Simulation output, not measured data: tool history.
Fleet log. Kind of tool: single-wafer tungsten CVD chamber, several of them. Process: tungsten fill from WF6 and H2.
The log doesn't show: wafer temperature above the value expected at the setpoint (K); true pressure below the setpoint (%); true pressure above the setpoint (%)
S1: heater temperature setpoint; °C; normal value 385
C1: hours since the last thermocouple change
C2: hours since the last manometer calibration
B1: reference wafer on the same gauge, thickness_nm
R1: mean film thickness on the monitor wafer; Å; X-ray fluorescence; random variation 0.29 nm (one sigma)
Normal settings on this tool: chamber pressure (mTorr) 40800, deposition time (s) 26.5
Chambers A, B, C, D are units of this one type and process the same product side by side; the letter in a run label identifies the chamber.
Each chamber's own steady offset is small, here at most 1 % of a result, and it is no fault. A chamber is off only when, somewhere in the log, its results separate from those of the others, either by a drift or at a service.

{"run": "1C", "hour": 8.7, "S1": 385, "chamber pressure (mTorr)": 40800, "deposition time (s)": 26.5, "C1": 1344.2, "C2": 1851.0, "B1": 57.827, "R1": 669.58}
{"run": "2D", "hour": 15.1, "S1": 385, "chamber pressure (mTorr)": 40800, "deposition time (s)": 26.5, "C1": 1539.2, "C2": 1658.9, "B1": 57.788, "R1": 670.87}
{"run": "3A", "hour": 22.9, "S1": 385, "chamber pressure (mTorr)": 40800, "deposition time (s)": 26.5, "C1": 1846.7, "C2": 213.4, "B1": 57.774, "R1": 666.21}
{"run": "4B", "hour": 32.1, "S1": 385, "chamber pressure (mTorr)": 40800, "deposition time (s)": 26.5, "C1": 287.5, "C2": 2440.8, "B1": 57.833, "R1": 670.04}
{"run": "5D", "hour": 37.9, "S1": 395, "chamber pressure (mTorr)": 40800, "deposition time (s)": 26.5, "C1": 1562.0, "C2": 1681.7, "B1": 57.782, "R1": 814.79}
{"run": "6B", "hour": 48.3, "S1": 395, "chamber pressure (mTorr)": 40800, "deposition time (s)": 26.5, "C1": 303.7, "C2": 2457.0, "B1": 57.771, "R1": 813.85}
{"run": "7A", "hour": 56.5, "S1": 395, "chamber pressure (mTorr)": 40800, "deposition time (s)": 26.5, "C1": 1880.3, "C2": 247.0, "B1": 57.763, "R1": 800.28}
{"run": "8C", "hour": 68.3, "S1": 395, "chamber pressure (mTorr)": 40800, "deposition time (s)": 26.5, "C1": 1403.8, "C2": 1910.6, "B1": 57.817, "R1": 810.54}
{"run": "9C", "hour": 77.3, "S1": 385, "chamber pressure (mTorr)": 40800, "deposition time (s)": 26.5, "C1": 1412.8, "C2": 1919.6, "B1": 57.786, "R1": 669.48}
{"run": "10A", "hour": 83.7, "S1": 385, "chamber pressure (mTorr)": 40800, "deposition time (s)": 26.5, "C1": 1907.5, "C2": 274.2, "B1": 57.791, "R1": 666.67}
{"run": "11B", "hour": 91.9, "S1": 385, "chamber pressure (mTorr)": 40800, "deposition time (s)": 26.5, "C1": 347.3, "C2": 2500.6, "B1": 57.796, "R1": 673.02}
{"run": "12D", "hour": 103.6, "S1": 385, "chamber pressure (mTorr)": 40800, "deposition time (s)": 26.5, "C1": 1627.7, "C2": 1747.4, "B1": 57.837, "R1": 673.32}
{"run": "13C", "hour": 115.7, "S1": 385, "chamber pressure (mTorr)": 40800, "deposition time (s)": 26.5, "C1": 1451.2, "C2": 1958.0, "B1": 57.8, "R1": 671.36}
{"run": "14A", "hour": 127.6, "S1": 385, "chamber pressure (mTorr)": 40800, "deposition time (s)": 26.5, "C1": 1951.4, "C2": 318.1, "B1": 57.771, "R1": 663.69}
{"run": "15D", "hour": 139.7, "S1": 393, "chamber pressure (mTorr)": 40800, "deposition time (s)": 22.4, "C1": 1663.8, "C2": 1783.5, "B1": 57.808, "R1": 665.11}
{"run": "16B", "hour": 145.3, "S1": 393, "chamber pressure (mTorr)": 40800, "deposition time (s)": 22.4, "C1": 400.7, "C2": 2554.0, "B1": 57.85, "R1": 659.7}
{"run": "17C", "hour": 152.9, "S1": 393, "chamber pressure (mTorr)": 40800, "deposition time (s)": 22.4, "C1": 1488.4, "C2": 1995.2, "B1": 57.751, "R1": 655.43}
{"run": "18B", "hour": 160.8, "S1": 393, "chamber pressure (mTorr)": 40800, "deposition time (s)": 22.4, "C1": 416.2, "C2": 2569.5, "B1": 57.826, "R1": 661.91}
{"hour": 164.7, "done": "chamber B: capacitance manometer re-zeroed and calibrated"}
{"run": "19A", "hour": 167.9, "S1": 385, "chamber pressure (mTorr)": 40800, "deposition time (s)": 26.5, "C1": 1991.7, "C2": 358.4, "B1": 57.802, "R1": 663.44}
{"run": "20D", "hour": 177.0, "S1": 385, "chamber pressure (mTorr)": 40800, "deposition time (s)": 26.5, "C1": 1701.1, "C2": 1820.8, "B1": 57.788, "R1": 678.34}
{"run": "21B", "hour": 187.3, "S1": 385, "chamber pressure (mTorr)": 40800, "deposition time (s)": 26.5, "C1": 442.7, "C2": 22.7, "B1": 57.861, "R1": 670.46}
{"hour": 198.3, "done": "chamber C: thermocouple changed; heater temperature recalibrated"}
{"run": "22C", "hour": 199.4, "S1": 385, "chamber pressure (mTorr)": 40800, "deposition time (s)": 26.5, "C1": 1.2, "C2": 2041.7, "B1": 57.746, "R1": 691.18}
{"run": "23A", "hour": 206.2, "S1": 385, "chamber pressure (mTorr)": 40800, "deposition time (s)": 26.5, "C1": 2030.0, "C2": 396.7, "B1": 57.812, "R1": 657.65}
{"run": "24D", "hour": 215.0, "S1": 385, "chamber pressure (mTorr)": 40800, "deposition time (s)": 26.5, "C1": 1739.1, "C2": 1858.8, "B1": 57.754, "R1": 671.87}
{"run": "25C", "hour": 221.0, "S1": 385, "chamber pressure (mTorr)": 40800, "deposition time (s)": 26.5, "C1": 22.8, "C2": 2063.3, "B1": 57.864, "R1": 687.71}
{"run": "26B", "hour": 228.0, "S1": 385, "chamber pressure (mTorr)": 40800, "deposition time (s)": 26.5, "C1": 483.4, "C2": 63.4, "B1": 57.778, "R1": 664.92}
{"run": "27D", "hour": 235.8, "S1": 385, "chamber pressure (mTorr)": 40800, "deposition time (s)": 26.5, "C1": 1759.9, "C2": 1879.6, "B1": 57.762, "R1": 670.55}
{"run": "28A", "hour": 245.7, "S1": 385, "chamber pressure (mTorr)": 40800, "deposition time (s)": 26.5, "C1": 2069.5, "C2": 436.2, "B1": 57.818, "R1": 660.4}
{"run": "29B", "hour": 255.6, "S1": 385, "chamber pressure (mTorr)": 40800, "deposition time (s)": 26.5, "C1": 511.0, "C2": 91.0, "B1": 57.796, "R1": 667.74}
{"run": "30C", "hour": 262.6, "S1": 385, "chamber pressure (mTorr)": 40800, "deposition time (s)": 26.5, "C1": 64.4, "C2": 2104.9, "B1": 57.791, "R1": 688.27}
{"run": "31D", "hour": 268.6, "S1": 385, "chamber pressure (mTorr)": 40800, "deposition time (s)": 26.5, "C1": 1792.7, "C2": 1912.4, "B1": 57.786, "R1": 675.69}
{"run": "32A", "hour": 280.0, "S1": 385, "chamber pressure (mTorr)": 40800, "deposition time (s)": 26.5, "C1": 2103.8, "C2": 470.5, "B1": 57.773, "R1": 661.77}
{"hour": 280.7, "done": "chamber C: capacitance manometer re-zeroed and calibrated"}
{"run": "33D", "hour": 286.1, "S1": 385, "chamber pressure (mTorr)": 40800, "deposition time (s)": 26.5, "C1": 1810.2, "C2": 1929.9, "B1": 57.854, "R1": 669.43}
{"run": "34B", "hour": 292.5, "S1": 385, "chamber pressure (mTorr)": 40800, "deposition time (s)": 26.5, "C1": 547.9, "C2": 127.9, "B1": 57.866, "R1": 667.02}
{"run": "35A", "hour": 302.2, "S1": 385, "chamber pressure (mTorr)": 33300, "deposition time (s)": 31.6, "C1": 2126.0, "C2": 492.7, "B1": 57.788, "R1": 717.68}
{"run": "36C", "hour": 311.1, "S1": 385, "chamber pressure (mTorr)": 33300, "deposition time (s)": 31.6, "C1": 112.9, "C2": 30.4, "B1": 57.846, "R1": 748.91}
{"run": "37B", "hour": 319.7, "S1": 385, "chamber pressure (mTorr)": 33300, "deposition time (s)": 31.6, "C1": 575.1, "C2": 155.1, "B1": 57.826, "R1": 723.32}
{"run": "38A", "hour": 327.3, "S1": 385, "chamber pressure (mTorr)": 33300, "deposition time (s)": 31.6, "C1": 2151.1, "C2": 517.8, "B1": 57.762, "R1": 717.89}
{"run": "39D", "hour": 333.9, "S1": 385, "chamber pressure (mTorr)": 40800, "deposition time (s)": 26.5, "C1": 1858.0, "C2": 1977.7, "B1": 57.849, "R1": 673.85}
{"run": "40C", "hour": 345.0, "S1": 385, "chamber pressure (mTorr)": 40800, "deposition time (s)": 26.5, "C1": 146.8, "C2": 64.3, "B1": 57.807, "R1": 689.01}

For the next run the whole fleet of 4 chambers uses the same settings. Give each chamber's results:
{"run": "41A", "hour": 353.7, "S1": 385, "chamber pressure (mTorr)": 40800, "deposition time (s)": 26.5, "R1": "?"}
{"run": "41B", "hour": 353.7, "S1": 385, "chamber pressure (mTorr)": 40800, "deposition time (s)": 26.5, "R1": "?"}
{"run": "41C", "hour": 353.7, "S1": 385, "chamber pressure (mTorr)": 40800, "deposition time (s)": 26.5, "R1": "?"}
{"run": "41D", "hour": 353.7, "S1": 385, "chamber pressure (mTorr)": 40800, "deposition time (s)": 26.5, "R1": "?"}

run=41A R1=658.28
run=41B R1=669.99
run=41C R1=694.18
run=41D R1=672.20
